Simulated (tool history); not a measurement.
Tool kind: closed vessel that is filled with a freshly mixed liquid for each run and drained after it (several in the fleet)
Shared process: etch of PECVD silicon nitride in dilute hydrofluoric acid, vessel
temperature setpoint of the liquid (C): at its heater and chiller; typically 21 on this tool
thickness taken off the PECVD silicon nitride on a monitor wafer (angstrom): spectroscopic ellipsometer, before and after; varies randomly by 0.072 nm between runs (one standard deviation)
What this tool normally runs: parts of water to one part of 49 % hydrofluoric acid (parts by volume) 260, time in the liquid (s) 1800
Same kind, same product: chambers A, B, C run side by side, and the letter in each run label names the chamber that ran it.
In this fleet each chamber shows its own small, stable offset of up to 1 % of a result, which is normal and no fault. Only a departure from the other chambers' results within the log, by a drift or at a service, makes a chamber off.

run	day	temperature setpoint of the liquid (C)	parts of water to one part of 49 % hydrofluoric acid (parts by volume)	time in the liquid (s)	hours since the thermometer was replaced	hours since the hydrofluoric acid flow meter was replaced	read-back film thickness of the PECVD silicon nitride reference wafer, read on the same gauge (nm)	thickness taken off the PECVD silicon nitride on a monitor wafer (angstrom)
1C	0.333	21	260	1800	732.7	555.1	119.99	127.31
2A	0.721	21	260	1800	181.1	462.3	119.98	130.1
3B	1.117	21	260	1800	944.4	743	119.99	129.51
4C	1.475	21	260	1800	760.1	582.5	119.98	126.81
5B	1.846	21	260	1800	961.9	760.5	119.99	128.31
6A	2.038	21	260	1800	212.7	493.9	120.02	128.43
7B	2.312	21	260	1800	973.1	771.7	120	129.88
# day 2.492: chamber C: hydrofluoric acid flow meter replaced
8C	2.517	21	260	1800	785.1	0.6	119.99	126.64
9A	2.821	21	145	2150	231.5	512.7	119.99	266.79
10B	3.096	21	145	2150	991.9	790.5	119.99	267.99
11A	3.392	21	145	2150	245.2	526.4	119.99	266.01
12C	3.621	21	260	1800	811.6	27.1	120	127.11
# day 3.804: chamber B: thermometer replaced
13C	3.904	21	260	1800	818.4	33.9	119.99	126.3
14B	4.325	21	260	1800	12.6	820	120	129.59
15A	4.512	21	260	1800	272.1	553.3	120	126.62
16A	4.746	21	260	1800	277.7	558.9	120	126.47
17B	5.058	21	260	1800	30.2	837.6	120	128.76
18C	5.288	21	260	2405	851.6	67.1	120.01	169.48
19A	5.696	21	260	2405	300.5	581.7	119.98	166.73
20C	5.996	21	260	2405	868.6	84.1	120	167.85
21B	6.317	21	260	1800	60.4	867.8	119.99	128.1
22B	6.738	21	260	1800	70.5	877.9	119.99	129.34
23A	6.954	21	260	1800	330.7	611.9	120	125.01
24C	7.267	24	260	2670	899.1	114.6	120	227.28
25A	7.496	24	260	2670	343.7	624.9	120	221.94
26C	7.8	24	260	2670	911.9	127.4	119.99	228.06
27B	8.029	21	260	1800	101.5	908.9	120.01	129.92
28B	8.346	21	260	1800	109.1	916.5	119.99	129.08
29C	8.629	17	195	1800	931.8	147.3	120	128.07
30A	8.988	17	195	1800	379.5	660.7	120.01	125.04
31B	9.238	17	195	1800	130.5	937.9	120	129.24
32A	9.488	21	305	1800	391.5	672.7	119.99	105.72
33C	9.846	21	305	1800	961	176.5	120	108.95
34C	10.275	21	305	1800	971.3	186.8	120	109.02
35B	10.625	21	260	1800	163.8	971.2	119.99	127.85

For the next run the whole fleet of 3 chambers uses the same settings. Give each chamber's results:
36A	10.933	21	210	1800				?
36B	10.933	21	210	1800				?
36C	10.933	21	210	1800				?

run	thickness taken off the PECVD silicon nitride on a monitor wafer (angstrom)
36A	149.44
36B	158.57
36C	155.92

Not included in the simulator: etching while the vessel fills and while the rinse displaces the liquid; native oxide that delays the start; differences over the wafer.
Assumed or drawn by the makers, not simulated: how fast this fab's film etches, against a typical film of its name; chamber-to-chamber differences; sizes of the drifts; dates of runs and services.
